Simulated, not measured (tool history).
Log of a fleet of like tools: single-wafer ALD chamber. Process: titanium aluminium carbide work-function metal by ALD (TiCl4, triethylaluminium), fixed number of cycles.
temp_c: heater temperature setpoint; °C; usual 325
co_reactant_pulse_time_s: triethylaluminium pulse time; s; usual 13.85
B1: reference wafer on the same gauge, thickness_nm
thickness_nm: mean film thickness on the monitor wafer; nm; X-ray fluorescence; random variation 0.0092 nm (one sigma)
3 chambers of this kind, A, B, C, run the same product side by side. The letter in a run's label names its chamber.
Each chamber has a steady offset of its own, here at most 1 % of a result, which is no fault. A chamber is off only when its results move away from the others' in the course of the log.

run 1B hour=5.8 | temp_c=325 co_reactant_pulse_time_s=13.85 | B1=2.619 | thickness_nm=2.2609
run 2A hour=13.5 | temp_c=325 co_reactant_pulse_time_s=13.85 | B1=2.6198 | thickness_nm=2.2831
run 3C hour=19.9 | temp_c=325 co_reactant_pulse_time_s=13.85 | B1=2.6197 | thickness_nm=2.2997
run 4A hour=25.7 | temp_c=325 co_reactant_pulse_time_s=13.85 | B1=2.6176 | thickness_nm=2.2865
run 5C hour=33 | temp_c=337 co_reactant_pulse_time_s=9.8 | B1=2.6211 | thickness_nm=2.3341
run 6B hour=41.1 | temp_c=337 co_reactant_pulse_time_s=9.8 | B1=2.6194 | thickness_nm=2.3079
run 7C hour=48.4 | temp_c=337 co_reactant_pulse_time_s=9.8 | B1=2.6215 | thickness_nm=2.3404
run 8B hour=55.9 | temp_c=325 co_reactant_pulse_time_s=13.85 | B1=2.621 | thickness_nm=2.2714
run 9A hour=64.2 | temp_c=325 co_reactant_pulse_time_s=13.85 | B1=2.6193 | thickness_nm=2.2918
run 10A hour=69.6 | temp_c=325 co_reactant_pulse_time_s=13.85 | B1=2.6191 | thickness_nm=2.2764
run 11C hour=73.3 | temp_c=325 co_reactant_pulse_time_s=13.85 | B1=2.619 | thickness_nm=2.2915
run 12B hour=81.7 | temp_c=325 co_reactant_pulse_time_s=13.85 | B1=2.618 | thickness_nm=2.2537
run 13B hour=87.6 | temp_c=325 co_reactant_pulse_time_s=13.85 | B1=2.6178 | thickness_nm=2.2468
run 14C hour=95.1 | temp_c=325 co_reactant_pulse_time_s=13.85 | B1=2.6233 | thickness_nm=2.2942
run 15A hour=100.7 | temp_c=325 co_reactant_pulse_time_s=13.85 | B1=2.6217 | thickness_nm=2.2819
run 16A hour=108.6 | temp_c=325 co_reactant_pulse_time_s=13.85 | B1=2.6185 | thickness_nm=2.2835
run 17C hour=116.9 | temp_c=325 co_reactant_pulse_time_s=13.85 | B1=2.6181 | thickness_nm=2.2909
run 18B hour=124.4 | temp_c=325 co_reactant_pulse_time_s=13.85 | B1=2.6204 | thickness_nm=2.233
run 19A hour=130.4 | temp_c=325 co_reactant_pulse_time_s=13.85 | B1=2.6205 | thickness_nm=2.2847
run 20C hour=137.6 | temp_c=325 co_reactant_pulse_time_s=11.23 | B1=2.6219 | thickness_nm=2.2616
run 21B hour=142.6 | temp_c=325 co_reactant_pulse_time_s=11.23 | B1=2.6195 | thickness_nm=2.1649
run 22C hour=149.3 | temp_c=325 co_reactant_pulse_time_s=11.23 | B1=2.6211 | thickness_nm=2.2662
run 23A hour=156.3 | temp_c=335 co_reactant_pulse_time_s=11.46 | B1=2.6196 | thickness_nm=2.3517
run 24B hour=163.7 | temp_c=335 co_reactant_pulse_time_s=11.46 | B1=2.6183 | thickness_nm=2.2417
run 25A hour=168.3 | temp_c=335 co_reactant_pulse_time_s=11.46 | B1=2.6186 | thickness_nm=2.3424
run 26B hour=174.8 | temp_c=325 co_reactant_pulse_time_s=13.85 | B1=2.6221 | thickness_nm=2.1931

All 3 chambers run these settings next. Forecast each chamber's results:
run 27A hour=180.9 | temp_c=325 co_reactant_pulse_time_s=13.85 | thickness_nm=?
run 27B hour=180.9 | temp_c=325 co_reactant_pulse_time_s=13.85 | thickness_nm=?
run 27C hour=180.9 | temp_c=325 co_reactant_pulse_time_s=13.85 | thickness_nm=?

run=27A thickness_nm=2.2757
run=27B thickness_nm=2.2052
run=27C thickness_nm=2.3036

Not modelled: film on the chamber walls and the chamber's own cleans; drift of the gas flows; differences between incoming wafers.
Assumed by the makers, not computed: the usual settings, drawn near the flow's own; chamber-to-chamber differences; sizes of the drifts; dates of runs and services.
